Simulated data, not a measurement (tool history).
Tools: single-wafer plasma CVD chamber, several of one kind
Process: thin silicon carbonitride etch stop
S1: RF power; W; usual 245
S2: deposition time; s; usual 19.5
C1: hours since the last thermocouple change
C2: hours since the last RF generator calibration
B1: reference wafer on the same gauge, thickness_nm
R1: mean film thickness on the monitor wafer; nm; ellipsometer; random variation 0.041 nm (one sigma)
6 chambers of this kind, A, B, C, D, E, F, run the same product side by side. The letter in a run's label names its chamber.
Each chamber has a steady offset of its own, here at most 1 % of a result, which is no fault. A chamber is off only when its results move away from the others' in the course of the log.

run	hour	S1	S2	C1	C2	B1	R1
1A	3.4	245	19.5	887.3	1013.5	11.001	11.8280
2E	8.4	245	19.5	2034.1	1483.1	11.000	11.7830
3F	14.0	245	19.5	189.8	713.1	10.992	11.7600
4D	18.1	245	19.5	584.9	324.6	10.991	11.8940
5C	24.8	245	19.5	565.2	1356.2	11.004	11.6900
6B	30.6	245	19.5	388.8	1357.2	11.002	11.7730
# hour 31.5: chamber C: RF generator calibrated
7A	36.6	245	19.5	920.5	1046.7	11.008	11.8280
8F	43.0	265	19.5	218.8	742.1	10.994	11.9810
9D	46.8	265	19.5	613.6	353.3	11.009	12.1510
10C	52.2	265	19.5	592.6	20.7	11.005	11.9290
11B	58.5	265	19.5	416.7	1385.1	11.000	12.0470
12E	62.4	265	19.5	2088.1	1537.1	10.991	12.0690
13D	68.1	265	19.5	634.9	374.6	11.010	12.1230
14A	71.7	270	16.1	955.6	1081.8	10.998	10.0160
15F	74.9	270	16.1	250.7	774.0	10.998	9.9792
16B	79.2	270	16.1	437.4	1405.8	10.995	10.0550
17E	85.7	270	16.1	2111.4	1560.4	10.996	10.0650
18C	91.6	270	16.1	632.0	60.1	10.995	9.9888
19A	98.1	270	16.1	982.0	1108.2	11.006	10.0570
20D	102.8	245	19.5	669.6	409.3	11.000	11.8900
21E	105.8	280	23.1	2131.5	1580.5	10.992	14.5830
22B	109.3	280	23.1	467.5	1435.9	11.006	14.5060
23F	113.9	280	23.1	289.7	813.0	10.991	14.4550
24C	119.6	280	23.1	660.0	88.1	11.001	14.4450
25A	126.0	280	23.1	1009.9	1136.1	10.998	14.5980
26C	131.1	280	23.1	671.5	99.6	10.995	14.4560
27E	134.3	245	19.5	2160.0	1609.0	10.994	11.8460
28D	138.2	280	22.9	705.0	444.7	10.999	14.5820
29B	141.2	280	22.9	499.4	1467.8	10.999	14.3710
30F	144.4	280	22.9	320.2	843.5	11.003	14.3600
31E	148.8	280	22.9	2174.5	1623.5	11.005	14.4360
32A	153.6	280	22.9	1037.5	1163.7	11.002	14.4010
33F	158.6	280	22.9	334.4	857.7	11.000	14.3570
34B	162.1	245	19.5	520.3	1488.7	11.000	11.8020
35D	168.4	245	19.5	735.2	474.9	10.999	11.9710
36C	174.1	245	19.5	714.5	142.6	10.995	11.7170
37F	177.0	245	19.5	352.8	876.1	11.008	11.7290

Is one chamber off against the others, does the gauge drift, or is nothing wrong? If a chamber is off, say which, and what the likeliest cause is.

No chamber stands off beyond its own small offset, and the gauge holds steady.
